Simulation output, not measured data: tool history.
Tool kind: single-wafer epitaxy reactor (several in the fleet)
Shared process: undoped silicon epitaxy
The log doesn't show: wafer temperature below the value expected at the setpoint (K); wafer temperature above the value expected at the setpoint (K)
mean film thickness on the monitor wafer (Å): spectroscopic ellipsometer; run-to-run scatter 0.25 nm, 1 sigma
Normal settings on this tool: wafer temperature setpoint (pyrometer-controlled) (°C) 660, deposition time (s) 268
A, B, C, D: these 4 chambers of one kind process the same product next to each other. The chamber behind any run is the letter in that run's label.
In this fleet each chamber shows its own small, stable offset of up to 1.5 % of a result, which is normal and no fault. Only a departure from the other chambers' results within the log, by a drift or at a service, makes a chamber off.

run,hour,wafer temperature setpoint (pyrometer-controlled) (°C),deposition time (s),hours since the last pyrometer calibration,"read-back reference wafer on the same gauge, thickness_nm",mean film thickness on the monitor wafer (Å)
1A,8.1,660,268,1286.8,55.119,551.77
2C,17.8,660,268,2836.4,55.104,559.17
3B,29.1,660,268,80.2,55.083,561.88
4D,41.0,660,268,1486.2,55.041,561.31
5B,47.5,660,268,98.6,55.154,557.80
6C,58.3,660,268,2876.9,55.121,553.90
7D,66.2,660,268,1511.4,55.086,560.08
8A,74.9,660,249,1353.6,55.102,509.67
9B,83.8,660,249,134.9,55.092,521.75
10D,93.7,660,249,1538.9,55.065,521.98
11A,100.2,660,249,1378.9,55.094,511.83
12C,106.9,660,268,2925.5,55.111,556.27
13D,117.9,660,268,1563.1,55.103,563.57
14B,130.7,660,268,181.8,55.070,561.05
15A,141.6,673,299,1420.3,55.138,805.99
16C,148.2,673,299,2966.8,55.107,816.27
17C,155.7,673,299,2974.3,55.127,814.54
18B,166.9,673,299,218.0,55.125,820.15
19A,173.4,647,268,1452.1,55.042,417.27
20D,179.6,647,268,1624.8,55.103,427.29
21A,188.7,647,268,1467.4,55.041,417.91
22D,199.6,647,268,1644.8,55.108,422.85
23C,208.2,660,268,3026.8,55.134,552.56
24B,219.1,660,268,270.2,55.071,561.84
# hour 222.2: chamber C: pyrometer calibrated
25B,225.3,660,268,276.4,55.077,563.13
26A,236.8,660,268,1515.5,55.170,548.54
# hour 238.5: chamber D: pyrometer calibrated
27C,245.9,660,268,23.8,55.146,555.22
28D,257.4,660,268,18.9,55.055,558.30
29A,266.3,660,268,1545.0,55.109,547.70
30C,278.5,660,268,56.4,55.084,556.16
31D,286.2,660,268,47.7,55.111,562.97
32B,294.7,660,268,345.8,55.110,557.50
33D,307.0,660,268,68.5,55.136,557.66

Is one chamber out of step, is the gauge drifting, or do the chambers differ by no more than their own small offsets? For an off chamber, give its letter and the likeliest cause.

Nothing is wrong: each chamber keeps only its own small, steady offset and the gauge holds still.

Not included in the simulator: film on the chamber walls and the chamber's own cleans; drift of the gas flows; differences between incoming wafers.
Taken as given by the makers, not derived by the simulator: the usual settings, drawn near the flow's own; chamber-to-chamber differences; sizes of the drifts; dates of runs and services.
